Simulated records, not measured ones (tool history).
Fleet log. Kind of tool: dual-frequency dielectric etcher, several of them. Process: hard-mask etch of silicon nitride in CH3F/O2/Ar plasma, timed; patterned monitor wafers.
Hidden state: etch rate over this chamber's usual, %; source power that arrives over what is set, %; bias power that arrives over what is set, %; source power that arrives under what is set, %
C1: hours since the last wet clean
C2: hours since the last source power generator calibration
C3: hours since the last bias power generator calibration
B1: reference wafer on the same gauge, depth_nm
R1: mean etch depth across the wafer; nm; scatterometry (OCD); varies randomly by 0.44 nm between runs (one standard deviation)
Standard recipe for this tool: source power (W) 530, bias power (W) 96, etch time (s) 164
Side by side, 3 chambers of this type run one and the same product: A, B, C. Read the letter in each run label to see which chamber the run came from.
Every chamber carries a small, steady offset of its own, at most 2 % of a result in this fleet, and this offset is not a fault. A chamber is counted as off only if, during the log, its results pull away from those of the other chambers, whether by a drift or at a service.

{"run": "1C", "day": 0.562, "source power (W)": 530, "bias power (W)": 96, "etch time (s)": 164, "C1": 130.2, "C2": 3008.5, "C3": 334.4, "B1": 127.92, "R1": 140.77}
{"run": "2B", "day": 1.025, "source power (W)": 530, "bias power (W)": 96, "etch time (s)": 164, "C1": 205, "C2": 1205.5, "C3": 1091.6, "B1": 128, "R1": 138.91}
{"run": "3A", "day": 1.308, "source power (W)": 530, "bias power (W)": 96, "etch time (s)": 164, "C1": 530.2, "C2": 5061.6, "C3": 1744.9, "B1": 128.05, "R1": 141.98}
{"day": 1.425, "done": "chamber A: source power generator calibrated"}
{"day": 1.571, "done": "chamber A: wet clean of the chamber"}
{"run": "4B", "day": 1.75, "source power (W)": 530, "bias power (W)": 96, "etch time (s)": 164, "C1": 222.4, "C2": 1222.9, "C3": 1109, "B1": 127.95, "R1": 139.07}
{"run": "5A", "day": 2.321, "source power (W)": 530, "bias power (W)": 96, "etch time (s)": 164, "C1": 18, "C2": 21.5, "C3": 1769.2, "B1": 128.05, "R1": 142.85}
{"run": "6C", "day": 2.629, "source power (W)": 530, "bias power (W)": 96, "etch time (s)": 164, "C1": 179.8, "C2": 3058.1, "C3": 384, "B1": 128.07, "R1": 141.2}
{"run": "7A", "day": 2.904, "source power (W)": 530, "bias power (W)": 96, "etch time (s)": 164, "C1": 32, "C2": 35.5, "C3": 1783.2, "B1": 128.11, "R1": 143.31}
{"run": "8C", "day": 3.367, "source power (W)": 530, "bias power (W)": 96, "etch time (s)": 164, "C1": 197.5, "C2": 3075.8, "C3": 401.7, "B1": 128.02, "R1": 141.98}
{"run": "9B", "day": 3.733, "source power (W)": 530, "bias power (W)": 96, "etch time (s)": 164, "C1": 270, "C2": 1270.5, "C3": 1156.6, "B1": 128.04, "R1": 139.58}
{"run": "10C", "day": 4.083, "source power (W)": 530, "bias power (W)": 96, "etch time (s)": 201.5, "C1": 214.7, "C2": 3093, "C3": 418.9, "B1": 128.06, "R1": 175.55}
{"run": "11A", "day": 4.567, "source power (W)": 530, "bias power (W)": 96, "etch time (s)": 201.5, "C1": 71.9, "C2": 75.4, "C3": 1823.1, "B1": 127.99, "R1": 175.36}
{"run": "12B", "day": 5.171, "source power (W)": 530, "bias power (W)": 96, "etch time (s)": 201.5, "C1": 304.5, "C2": 1305, "C3": 1191.1, "B1": 127.91, "R1": 171.06}
{"run": "13B", "day": 5.762, "source power (W)": 530, "bias power (W)": 76, "etch time (s)": 164, "C1": 318.7, "C2": 1319.2, "C3": 1205.3, "B1": 128.05, "R1": 129.24}
{"run": "14A", "day": 6.121, "source power (W)": 530, "bias power (W)": 76, "etch time (s)": 164, "C1": 109.2, "C2": 112.7, "C3": 1860.4, "B1": 127.89, "R1": 131.53}
{"run": "15C", "day": 6.404, "source power (W)": 530, "bias power (W)": 76, "etch time (s)": 164, "C1": 270.4, "C2": 3148.7, "C3": 474.6, "B1": 127.97, "R1": 131.6}
{"run": "16B", "day": 6.858, "source power (W)": 530, "bias power (W)": 96, "etch time (s)": 164, "C1": 345, "C2": 1345.5, "C3": 1231.6, "B1": 128.11, "R1": 139.19}
{"run": "17C", "day": 7.438, "source power (W)": 530, "bias power (W)": 96, "etch time (s)": 164, "C1": 295.2, "C2": 3173.5, "C3": 499.4, "B1": 128.07, "R1": 144.52}
{"run": "18A", "day": 8.042, "source power (W)": 530, "bias power (W)": 96, "etch time (s)": 164, "C1": 155.3, "C2": 158.8, "C3": 1906.5, "B1": 128.03, "R1": 142.8}
{"run": "19A", "day": 8.317, "source power (W)": 530, "bias power (W)": 109, "etch time (s)": 164, "C1": 161.9, "C2": 165.4, "C3": 1913.1, "B1": 128.08, "R1": 150.34}
{"run": "20B", "day": 8.604, "source power (W)": 530, "bias power (W)": 109, "etch time (s)": 164, "C1": 386.9, "C2": 1387.4, "C3": 1273.5, "B1": 128.03, "R1": 145.26}
{"run": "21C", "day": 9.092, "source power (W)": 530, "bias power (W)": 109, "etch time (s)": 164, "C1": 334.9, "C2": 3213.2, "C3": 539.1, "B1": 128.03, "R1": 151.04}
{"run": "22B", "day": 9.492, "source power (W)": 530, "bias power (W)": 113, "etch time (s)": 117, "C1": 408.2, "C2": 1408.7, "C3": 1294.8, "B1": 127.91, "R1": 105.33}
{"run": "23C", "day": 9.988, "source power (W)": 530, "bias power (W)": 113, "etch time (s)": 117, "C1": 356.4, "C2": 3234.7, "C3": 560.6, "B1": 127.91, "R1": 109.4}

Next, every chamber runs the same settings. What will each give?
{"run": "24A", "day": 10.446, "source power (W)": 530, "bias power (W)": 96, "etch time (s)": 130.5, "R1": "?"}
{"run": "24B", "day": 10.446, "source power (W)": 530, "bias power (W)": 96, "etch time (s)": 130.5, "R1": "?"}
{"run": "24C", "day": 10.446, "source power (W)": 530, "bias power (W)": 96, "etch time (s)": 130.5, "R1": "?"}

run=24A R1=113.46
run=24B R1=110.11
run=24C R1=116.27

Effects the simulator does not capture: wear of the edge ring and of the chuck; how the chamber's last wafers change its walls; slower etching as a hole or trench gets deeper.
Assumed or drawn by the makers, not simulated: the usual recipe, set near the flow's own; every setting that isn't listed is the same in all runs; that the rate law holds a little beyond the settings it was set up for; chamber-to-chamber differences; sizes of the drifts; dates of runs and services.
